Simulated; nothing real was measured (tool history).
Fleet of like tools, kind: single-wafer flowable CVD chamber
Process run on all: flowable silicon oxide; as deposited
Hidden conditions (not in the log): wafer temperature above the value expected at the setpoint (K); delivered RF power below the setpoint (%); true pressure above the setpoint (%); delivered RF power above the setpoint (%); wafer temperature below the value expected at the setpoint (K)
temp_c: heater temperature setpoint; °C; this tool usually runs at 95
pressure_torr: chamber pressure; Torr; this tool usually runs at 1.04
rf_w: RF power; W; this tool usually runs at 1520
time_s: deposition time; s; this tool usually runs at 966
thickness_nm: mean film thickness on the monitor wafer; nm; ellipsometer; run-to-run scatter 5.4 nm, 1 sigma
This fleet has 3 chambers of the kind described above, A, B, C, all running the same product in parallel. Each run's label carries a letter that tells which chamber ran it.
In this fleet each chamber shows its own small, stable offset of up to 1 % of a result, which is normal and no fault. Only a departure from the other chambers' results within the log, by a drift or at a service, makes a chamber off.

| run | day | temp_c | pressure_torr | rf_w | time_s | hours since the last thermocouple change | hours since the last RF generator calibration | hours since the last manometer calibration | read-back reference wafer on the same gauge, thickness_nm | thickness_nm |
|---|---|---|---|---|---|---|---|---|---|---|
| 1A | 0.608 | 95 | 1.04 | 1520 | 966 | 2367.2 | 2594.8 | 754.8 | 1062.8 | 898.85 |
| 2B | 1.108 | 95 | 1.04 | 1520 | 966 | 922.6 | 482.6 | 1395.0 | 1063.3 | 902.45 |
|  | 1.317 | chamber A: thermocouple changed; heater temperature recalibrated |
| 3C | 1.446 | 95 | 1.04 | 1520 | 966 | 114.7 | 1643.1 | 444.2 | 1063.5 | 884.94 |
|  | 1.867 | chamber A: RF generator calibrated |
| 4C | 1.954 | 95 | 1.04 | 1520 | 966 | 126.9 | 1655.3 | 456.4 | 1062.1 | 897.85 |
| 5A | 2.450 | 95 | 1.04 | 1520 | 966 | 27.2 | 14.1 | 799.0 | 1064.3 | 902.76 |
| 6B | 2.975 | 95 | 1.04 | 1520 | 966 | 967.4 | 527.4 | 1439.8 | 1064.1 | 895.85 |
| 7C | 3.392 | 90 | 1.21 | 1520 | 966 | 161.4 | 1689.8 | 490.9 | 1063.7 | 1247.40 |
| 8A | 3.925 | 90 | 1.21 | 1520 | 966 | 62.6 | 49.5 | 834.4 | 1062.2 | 1252.00 |
| 9B | 4.454 | 90 | 1.21 | 1520 | 966 | 1002.9 | 562.9 | 1475.3 | 1063.9 | 1251.00 |
| 10B | 5.088 | 95 | 1.04 | 1520 | 966 | 1018.1 | 578.1 | 1490.5 | 1061.6 | 897.08 |
| 11A | 5.704 | 95 | 1.04 | 1520 | 966 | 105.3 | 92.2 | 877.1 | 1062.5 | 910.03 |
| 12C | 6.204 | 95 | 1.04 | 1520 | 966 | 228.9 | 1757.3 | 558.4 | 1061.7 | 888.32 |
| 13A | 6.646 | 95 | 1.04 | 1520 | 966 | 127.9 | 114.8 | 899.7 | 1062.5 | 894.65 |
| 14B | 6.950 | 95 | 1.04 | 1520 | 966 | 1062.8 | 622.8 | 1535.2 | 1063.3 | 888.46 |
| 15C | 7.429 | 95 | 1.04 | 1520 | 966 | 258.3 | 1786.7 | 587.8 | 1062.4 | 894.84 |
| 16A | 7.850 | 95 | 1.04 | 1520 | 966 | 156.8 | 143.7 | 928.6 | 1062.5 | 904.67 |
| 17C | 8.188 | 95 | 0.91 | 1520 | 966 | 276.5 | 1804.9 | 606.0 | 1063.0 | 755.68 |
| 18B | 8.638 | 95 | 0.91 | 1520 | 966 | 1103.3 | 663.3 | 1575.7 | 1063.6 | 763.20 |
| 19B | 9.208 | 95 | 0.91 | 1520 | 966 | 1117.0 | 677.0 | 1589.4 | 1065.1 | 765.34 |
| 20C | 9.492 | 95 | 1.04 | 1520 | 966 | 307.8 | 1836.2 | 637.3 | 1065.2 | 888.31 |
| 21A | 9.929 | 95 | 1.04 | 1520 | 966 | 206.7 | 193.6 | 978.5 | 1064.1 | 894.44 |
| 22B | 10.471 | 95 | 1.04 | 1520 | 966 | 1147.3 | 707.3 | 1619.7 | 1061.1 | 900.60 |
| 23A | 11.004 | 95 | 1.26 | 1520 | 888 | 232.5 | 219.4 | 1004.3 | 1061.1 | 1015.40 |
| 24C | 11.400 | 95 | 1.26 | 1520 | 888 | 353.6 | 1882.0 | 683.1 | 1063.5 | 1007.70 |
| 25B | 11.683 | 95 | 1.26 | 1520 | 888 | 1176.4 | 736.4 | 1648.8 | 1064.8 | 1006.10 |
| 26C | 12.246 | 95 | 1.04 | 1520 | 966 | 373.9 | 1902.3 | 703.4 | 1062.1 | 896.13 |
| 27A | 12.721 | 95 | 1.04 | 1520 | 966 | 273.7 | 260.6 | 1045.5 | 1064.6 | 907.76 |
| 28A | 13.154 | 95 | 1.04 | 1520 | 966 | 284.1 | 271.0 | 1055.9 | 1063.0 | 895.79 |
| 29C | 13.742 | 95 | 1.04 | 1520 | 966 | 409.8 | 1938.2 | 739.3 | 1061.6 | 890.65 |
| 30B | 14.079 | 89 | 1.22 | 1520 | 966 | 1233.9 | 793.9 | 1706.3 | 1062.2 | 1308.70 |
| 31B | 14.358 | 89 | 1.22 | 1520 | 966 | 1240.6 | 800.6 | 1713.0 | 1062.7 | 1291.90 |
| 32C | 14.675 | 89 | 1.22 | 1520 | 966 | 432.2 | 1960.6 | 761.7 | 1062.9 | 1287.30 |
| 33A | 15.262 | 95 | 1.04 | 1520 | 966 | 334.7 | 321.6 | 1106.5 | 1063.0 | 901.40 |
| 34A | 15.796 | 95 | 1.04 | 1520 | 966 | 347.5 | 334.4 | 1119.3 | 1062.5 | 899.04 |
| 35C | 16.383 | 83 | 0.80 | 1520 | 966 | 473.2 | 2001.6 | 802.7 | 1061.9 | 939.49 |
| 36B | 16.658 | 83 | 0.80 | 1520 | 966 | 1295.8 | 855.8 | 1768.2 | 1063.4 | 935.68 |
| 37C | 17.033 | 83 | 0.80 | 1520 | 966 | 488.8 | 2017.2 | 818.3 | 1060.7 | 953.57 |
| 38B | 17.646 | 95 | 1.04 | 1520 | 966 | 1319.5 | 879.5 | 1791.9 | 1064.2 | 902.21 |
| 39A | 18.108 | 95 | 1.04 | 1520 | 966 | 403.0 | 389.9 | 1174.8 | 1062.5 | 910.06 |
| 40A | 18.525 | 95 | 1.04 | 1520 | 966 | 413.0 | 399.9 | 1184.8 | 1062.5 | 906.69 |
| 41B | 18.846 | 95 | 1.04 | 1520 | 966 | 1348.3 | 908.3 | 1820.7 | 1062.7 | 885.45 |

Decide between three cases: one chamber stands off from its peers, the gauge reading all wafers drifts, or nothing is wrong past each chamber's small offset. Where a chamber is off, say which and what most likely put it there.

No chamber is off and the gauge is stable; the differences are just each chamber's small, constant offset.

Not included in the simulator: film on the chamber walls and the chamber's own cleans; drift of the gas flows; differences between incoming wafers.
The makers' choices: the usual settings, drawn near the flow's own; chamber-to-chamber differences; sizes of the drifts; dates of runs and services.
